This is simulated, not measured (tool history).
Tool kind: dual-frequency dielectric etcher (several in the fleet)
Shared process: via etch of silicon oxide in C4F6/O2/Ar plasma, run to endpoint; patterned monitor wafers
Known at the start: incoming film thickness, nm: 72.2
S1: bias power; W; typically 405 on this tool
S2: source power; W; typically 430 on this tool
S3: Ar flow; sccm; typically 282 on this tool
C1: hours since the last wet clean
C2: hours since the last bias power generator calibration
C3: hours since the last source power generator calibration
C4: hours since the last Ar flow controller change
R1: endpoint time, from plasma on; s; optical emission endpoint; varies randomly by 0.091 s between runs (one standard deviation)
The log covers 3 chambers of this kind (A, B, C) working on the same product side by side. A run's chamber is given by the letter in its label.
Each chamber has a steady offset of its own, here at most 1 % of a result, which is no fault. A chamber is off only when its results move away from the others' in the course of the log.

run,hour,S1,S2,S3,C1,C2,C3,C4,R1
1C,3.8,405,430,282,428.9,533.1,3800.8,1010.9,16.472
2A,7.2,405,430,282,380.3,727.6,5185.7,467.5,16.577
3B,10.2,405,430,282,155.9,2272.6,661.2,243.0,16.728
4B,13.0,405,430,282,158.7,2275.4,664.0,245.8,16.684
5C,16.1,405,430,282,441.2,545.4,3813.1,1023.2,16.578
6A,18.4,405,430,282,391.5,738.8,5196.9,478.7,16.664
7B,22.1,405,430,282,167.8,2284.5,673.1,254.9,16.629
8C,26.1,405,430,282,451.2,555.4,3823.1,1033.2,16.667
9A,30.3,405,430,282,403.4,750.7,5208.8,490.6,16.589
10A,32.2,405,430,282,405.3,752.6,5210.7,492.5,16.380
11C,35.1,405,430,282,460.2,564.4,3832.1,1042.2,16.472
12B,39.0,405,430,282,184.7,2301.4,690.0,271.8,16.532
13C,40.9,405,430,282,466.0,570.2,3837.9,1048.0,16.502
14B,44.0,405,430,282,189.7,2306.4,695.0,276.8,16.727
15A,48.2,405,330,319,421.3,768.6,5226.7,508.5,18.417
16B,50.1,405,330,319,195.8,2312.5,701.1,282.9,18.537
17C,52.1,405,330,319,477.2,581.4,3849.1,1059.2,18.345
# hour 52.7: chamber A: wet clean of the chamber
18A,55.2,405,430,282,2.6,775.6,5233.7,515.5,16.563
19C,58.7,405,430,282,483.8,588.0,3855.7,1065.8,16.564
20A,61.4,363,430,233,8.8,781.8,5239.9,521.7,16.709
21B,63.7,363,430,233,209.4,2326.1,714.7,296.5,17.072
22C,66.8,363,430,233,491.9,596.1,3863.8,1073.9,16.949
# hour 68.1: chamber C: wet clean of the chamber
23A,69.3,492,430,282,16.7,789.7,5247.8,529.6,15.520
24B,71.6,492,430,282,217.3,2334.0,722.6,304.4,15.416
25C,74.4,492,430,282,6.3,603.7,3871.4,1081.5,15.242
26A,77.9,405,430,282,25.3,798.3,5256.4,538.2,16.496
27B,80.3,405,430,282,226.0,2342.7,731.3,313.1,16.693
28C,84.1,405,370,218,16.0,613.4,3881.1,1091.2,17.072
29A,87.1,405,370,218,34.5,807.5,5265.6,547.4,17.121

Is one chamber out of step, is the gauge drifting, or do the chambers differ by no more than their own small offsets? For an off chamber, give its letter and the likeliest cause.

Neither any chamber nor the gauge drifts; the chambers differ only by their own small, steady offsets.
